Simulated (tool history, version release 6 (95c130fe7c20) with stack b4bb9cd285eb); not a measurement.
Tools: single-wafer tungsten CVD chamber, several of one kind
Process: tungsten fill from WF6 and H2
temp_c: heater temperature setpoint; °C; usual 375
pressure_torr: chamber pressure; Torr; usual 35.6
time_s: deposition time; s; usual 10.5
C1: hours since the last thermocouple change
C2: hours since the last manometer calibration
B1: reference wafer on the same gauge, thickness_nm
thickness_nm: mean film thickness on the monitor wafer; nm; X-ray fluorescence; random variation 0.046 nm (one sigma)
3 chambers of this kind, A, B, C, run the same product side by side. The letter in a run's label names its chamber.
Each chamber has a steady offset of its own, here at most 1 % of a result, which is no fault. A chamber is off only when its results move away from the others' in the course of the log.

{"run": "1C", "hour": 13.7, "temp_c": 375, "pressure_torr": 35.6, "time_s": 10.5, "C1": 278.7, "C2": 1277.3, "B1": 17.205, "thickness_nm": 20.346}
{"run": "2A", "hour": 26.7, "temp_c": 375, "pressure_torr": 35.6, "time_s": 10.5, "C1": 340.3, "C2": 1279.9, "B1": 17.198, "thickness_nm": 20.311}
{"run": "3B", "hour": 38.6, "temp_c": 375, "pressure_torr": 35.6, "time_s": 10.5, "C1": 1942.5, "C2": 892.6, "B1": 17.211, "thickness_nm": 20.276}
{"hour": 50.6, "done": "chamber B: capacitance manometer re-zeroed and calibrated"}
{"run": "4A", "hour": 53.3, "temp_c": 375, "pressure_torr": 35.6, "time_s": 10.5, "C1": 366.9, "C2": 1306.5, "B1": 17.196, "thickness_nm": 20.407}
{"run": "5C", "hour": 62.2, "temp_c": 375, "pressure_torr": 35.6, "time_s": 10.5, "C1": 327.2, "C2": 1325.8, "B1": 17.206, "thickness_nm": 20.279}
{"run": "6B", "hour": 75.5, "temp_c": 375, "pressure_torr": 35.6, "time_s": 10.5, "C1": 1979.4, "C2": 24.9, "B1": 17.188, "thickness_nm": 20.292}
{"run": "7C", "hour": 87.1, "temp_c": 388, "pressure_torr": 35.6, "time_s": 10.5, "C1": 352.1, "C2": 1350.7, "B1": 17.202, "thickness_nm": 26.304}
{"run": "8B", "hour": 98.7, "temp_c": 388, "pressure_torr": 35.6, "time_s": 10.5, "C1": 2002.6, "C2": 48.1, "B1": 17.201, "thickness_nm": 26.291}
{"run": "9A", "hour": 111.1, "temp_c": 388, "pressure_torr": 35.6, "time_s": 10.5, "C1": 424.7, "C2": 1364.3, "B1": 17.194, "thickness_nm": 26.494}
{"run": "10A", "hour": 119.6, "temp_c": 364, "pressure_torr": 43.2, "time_s": 10.5, "C1": 433.2, "C2": 1372.8, "B1": 17.19, "thickness_nm": 17.584}
{"hour": 122.9, "done": "chamber A: capacitance manometer re-zeroed and calibrated"}
{"run": "11B", "hour": 127.9, "temp_c": 364, "pressure_torr": 43.2, "time_s": 10.5, "C1": 2031.8, "C2": 77.3, "B1": 17.2, "thickness_nm": 17.571}
{"run": "12C", "hour": 142.0, "temp_c": 364, "pressure_torr": 43.2, "time_s": 10.5, "C1": 407.0, "C2": 1405.6, "B1": 17.205, "thickness_nm": 17.583}
{"run": "13C", "hour": 154.4, "temp_c": 375, "pressure_torr": 35.6, "time_s": 10.5, "C1": 419.4, "C2": 1418.0, "B1": 17.191, "thickness_nm": 20.264}
{"run": "14B", "hour": 161.7, "temp_c": 375, "pressure_torr": 35.6, "time_s": 10.5, "C1": 2065.6, "C2": 111.1, "B1": 17.201, "thickness_nm": 20.263}
{"run": "15A", "hour": 175.5, "temp_c": 375, "pressure_torr": 35.6, "time_s": 10.5, "C1": 489.1, "C2": 52.6, "B1": 17.197, "thickness_nm": 20.437}
{"run": "16B", "hour": 186.9, "temp_c": 375, "pressure_torr": 35.6, "time_s": 10.5, "C1": 2090.8, "C2": 136.3, "B1": 17.198, "thickness_nm": 20.303}
{"run": "17A", "hour": 193.7, "temp_c": 375, "pressure_torr": 35.6, "time_s": 10.5, "C1": 507.3, "C2": 70.8, "B1": 17.196, "thickness_nm": 20.302}
{"run": "18C", "hour": 201.0, "temp_c": 375, "pressure_torr": 35.6, "time_s": 10.5, "C1": 466.0, "C2": 1464.6, "B1": 17.199, "thickness_nm": 20.28}
{"run": "19A", "hour": 214.6, "temp_c": 387, "pressure_torr": 42.9, "time_s": 10.5, "C1": 528.2, "C2": 91.7, "B1": 17.212, "thickness_nm": 28.309}
{"run": "20C", "hour": 224.6, "temp_c": 387, "pressure_torr": 42.9, "time_s": 10.5, "C1": 489.6, "C2": 1488.2, "B1": 17.192, "thickness_nm": 28.188}
{"run": "21B", "hour": 236.2, "temp_c": 387, "pressure_torr": 42.9, "time_s": 10.5, "C1": 2140.1, "C2": 185.6, "B1": 17.204, "thickness_nm": 28.1}
{"run": "22A", "hour": 250.3, "temp_c": 375, "pressure_torr": 35.6, "time_s": 10.5, "C1": 563.9, "C2": 127.4, "B1": 17.202, "thickness_nm": 20.291}
{"run": "23C", "hour": 264.4, "temp_c": 375, "pressure_torr": 35.6, "time_s": 10.5, "C1": 529.4, "C2": 1528.0, "B1": 17.209, "thickness_nm": 20.23}
{"run": "24B", "hour": 275.3, "temp_c": 375, "pressure_torr": 35.6, "time_s": 10.5, "C1": 2179.2, "C2": 224.7, "B1": 17.201, "thickness_nm": 20.067}
{"run": "25A", "hour": 290.6, "temp_c": 375, "pressure_torr": 35.6, "time_s": 10.5, "C1": 604.2, "C2": 167.7, "B1": 17.204, "thickness_nm": 20.271}
{"run": "26B", "hour": 301.1, "temp_c": 375, "pressure_torr": 35.6, "time_s": 10.5, "C1": 2205.0, "C2": 250.5, "B1": 17.202, "thickness_nm": 20.109}
{"hour": 309.1, "done": "chamber C: capacitance manometer re-zeroed and calibrated"}
{"run": "27C", "hour": 312.6, "temp_c": 375, "pressure_torr": 35.6, "time_s": 10.5, "C1": 577.6, "C2": 3.5, "B1": 17.216, "thickness_nm": 20.283}
{"run": "28C", "hour": 320.9, "temp_c": 375, "pressure_torr": 35.6, "time_s": 10.5, "C1": 585.9, "C2": 11.8, "B1": 17.202, "thickness_nm": 20.31}
{"run": "29A", "hour": 336.1, "temp_c": 375, "pressure_torr": 35.6, "time_s": 10.5, "C1": 649.7, "C2": 213.2, "B1": 17.204, "thickness_nm": 20.337}
{"run": "30B", "hour": 343.9, "temp_c": 375, "pressure_torr": 35.6, "time_s": 10.5, "C1": 2247.8, "C2": 293.3, "B1": 17.195, "thickness_nm": 19.906}
{"run": "31C", "hour": 357.0, "temp_c": 367, "pressure_torr": 43.1, "time_s": 10.5, "C1": 622.0, "C2": 47.9, "B1": 17.208, "thickness_nm": 18.699}
{"run": "32A", "hour": 369.1, "temp_c": 367, "pressure_torr": 43.1, "time_s": 10.5, "C1": 682.7, "C2": 246.2, "B1": 17.195, "thickness_nm": 18.772}
{"run": "33B", "hour": 379.3, "temp_c": 367, "pressure_torr": 43.1, "time_s": 10.5, "C1": 2283.2, "C2": 328.7, "B1": 17.197, "thickness_nm": 18.278}
{"run": "34A", "hour": 393.7, "temp_c": 375, "pressure_torr": 35.6, "time_s": 10.5, "C1": 707.3, "C2": 270.8, "B1": 17.205, "thickness_nm": 20.301}
{"run": "35B", "hour": 401.7, "temp_c": 369, "pressure_torr": 35.6, "time_s": 8.5, "C1": 2305.6, "C2": 351.1, "B1": 17.204, "thickness_nm": 14.135}
{"run": "36C", "hour": 415.0, "temp_c": 369, "pressure_torr": 35.6, "time_s": 8.5, "C1": 680.0, "C2": 105.9, "B1": 17.207, "thickness_nm": 14.451}
{"run": "37A", "hour": 429.0, "temp_c": 369, "pressure_torr": 35.6, "time_s": 8.5, "C1": 742.6, "C2": 306.1, "B1": 17.193, "thickness_nm": 14.459}

All 3 chambers run these settings next. Forecast each chamber's results:
{"run": "38A", "hour": 440.0, "temp_c": 375, "pressure_torr": 35.6, "time_s": 9.7, "thickness_nm": "?"}
{"run": "38B", "hour": 440.0, "temp_c": 375, "pressure_torr": 35.6, "time_s": 9.7, "thickness_nm": "?"}
{"run": "38C", "hour": 440.0, "temp_c": 375, "pressure_torr": 35.6, "time_s": 9.7, "thickness_nm": "?"}

run=38A thickness_nm=18.805
run=38B thickness_nm=18.179
run=38C thickness_nm=18.688

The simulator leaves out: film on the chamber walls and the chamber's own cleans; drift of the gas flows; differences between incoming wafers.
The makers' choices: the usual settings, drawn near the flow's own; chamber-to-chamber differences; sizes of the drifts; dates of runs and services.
